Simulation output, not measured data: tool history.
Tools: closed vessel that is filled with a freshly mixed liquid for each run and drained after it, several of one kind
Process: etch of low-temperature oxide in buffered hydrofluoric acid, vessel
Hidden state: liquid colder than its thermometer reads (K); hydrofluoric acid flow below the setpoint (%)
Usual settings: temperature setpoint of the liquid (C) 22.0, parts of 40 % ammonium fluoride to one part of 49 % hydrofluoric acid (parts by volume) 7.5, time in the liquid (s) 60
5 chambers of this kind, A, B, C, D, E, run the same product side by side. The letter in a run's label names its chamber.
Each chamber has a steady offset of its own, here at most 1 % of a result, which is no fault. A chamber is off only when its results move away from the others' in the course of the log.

run,hour,temperature setpoint of the liquid (C),parts of 40 % ammonium fluoride to one part of 49 % hydrofluoric acid (parts by volume),time in the liquid (s),hours since the thermometer was replaced,hours since the hydrofluoric acid flow meter was replaced,"read-back film thickness of the low-temperature oxide reference wafer, read on the same gauge (nm)",thickness taken off the low-temperature oxide on a monitor wafer (angstrom)
1C,7.7,22.0,7.5,60,263.4,603.7,89.995,1759.3
2D,13.3,22.0,7.5,60,1883.1,306.7,89.985,1741.7
3B,20.7,22.0,7.5,60,886.7,436.8,89.983,1774.8
4A,31.1,22.0,7.5,60,138.6,624.7,90.005,1732.1
# hour 34.8: chamber D: thermometer replaced
5E,42.7,22.0,7.5,60,1676.4,59.2,89.979,1739.8
6E,53.7,22.0,7.5,60,1687.4,70.2,90.007,1733.2
7D,62.1,22.0,7.5,60,27.4,355.5,90.038,1739.1
8C,72.6,22.0,7.5,60,328.3,668.6,90.003,1708.8
9B,80.6,22.0,7.5,60,946.6,496.7,90.005,1757.9
10A,88.2,22.0,7.5,60,195.7,681.8,89.999,1754.0
11D,96.6,25.5,7.5,60,61.9,390.0,90.000,2119.2
12A,103.0,25.5,7.5,60,210.5,696.6,89.956,2089.1
13B,113.5,25.5,7.5,60,979.5,529.6,90.001,2125.5
14C,125.3,25.5,7.5,60,381.0,721.3,90.004,2125.3
15E,134.4,25.5,7.5,60,1768.1,150.9,89.997,2141.9
16B,145.5,22.0,7.5,60,1011.5,561.6,89.992,1760.8
17E,154.7,22.0,7.5,60,1788.4,171.2,89.991,1757.1
18D,165.7,22.0,9.0,60,131.0,459.1,89.999,1435.7
19C,173.3,22.0,9.0,60,429.0,769.3,89.991,1460.9
20A,181.3,22.0,9.0,60,288.8,774.9,90.000,1458.5
21A,187.7,22.0,9.0,60,295.2,781.3,90.002,1430.4
22C,194.1,22.0,9.0,60,449.8,790.1,90.021,1420.1
23B,202.7,22.0,7.5,60,1068.7,618.8,89.994,1775.2
24D,208.1,19.0,7.5,60,173.4,501.5,89.976,1472.4
25E,214.3,19.0,7.5,60,1848.0,230.8,90.008,1483.9
26D,223.9,19.0,7.5,60,189.2,517.3,90.016,1468.6
27C,234.0,19.0,7.5,60,489.7,830.0,90.009,1493.4
# hour 241.1: chamber A: hydrofluoric acid flow meter replaced
28B,241.8,19.0,7.5,60,1107.8,657.9,90.006,1506.7
29E,251.9,22.0,7.5,60,1885.6,268.4,89.987,1732.3
30A,257.2,22.0,5.5,60,364.7,16.2,89.972,2377.2
31C,268.0,22.0,5.5,60,523.7,864.0,89.993,2289.9
32B,274.5,22.0,5.5,60,1140.5,690.6,90.031,2334.2

All 5 chambers run these settings next. Forecast each chamber's results:
33A,283.2,22.0,7.5,60,,,,?
33B,283.2,22.0,7.5,60,,,,?
33C,283.2,22.0,7.5,60,,,,?
33D,283.2,22.0,7.5,60,,,,?
33E,283.2,22.0,7.5,60,,,,?

run,thickness taken off the low-temperature oxide on a monitor wafer (angstrom)
33A,1751.2
33B,1773.7
33C,1743.9
33D,1744.5
33E,1706.3
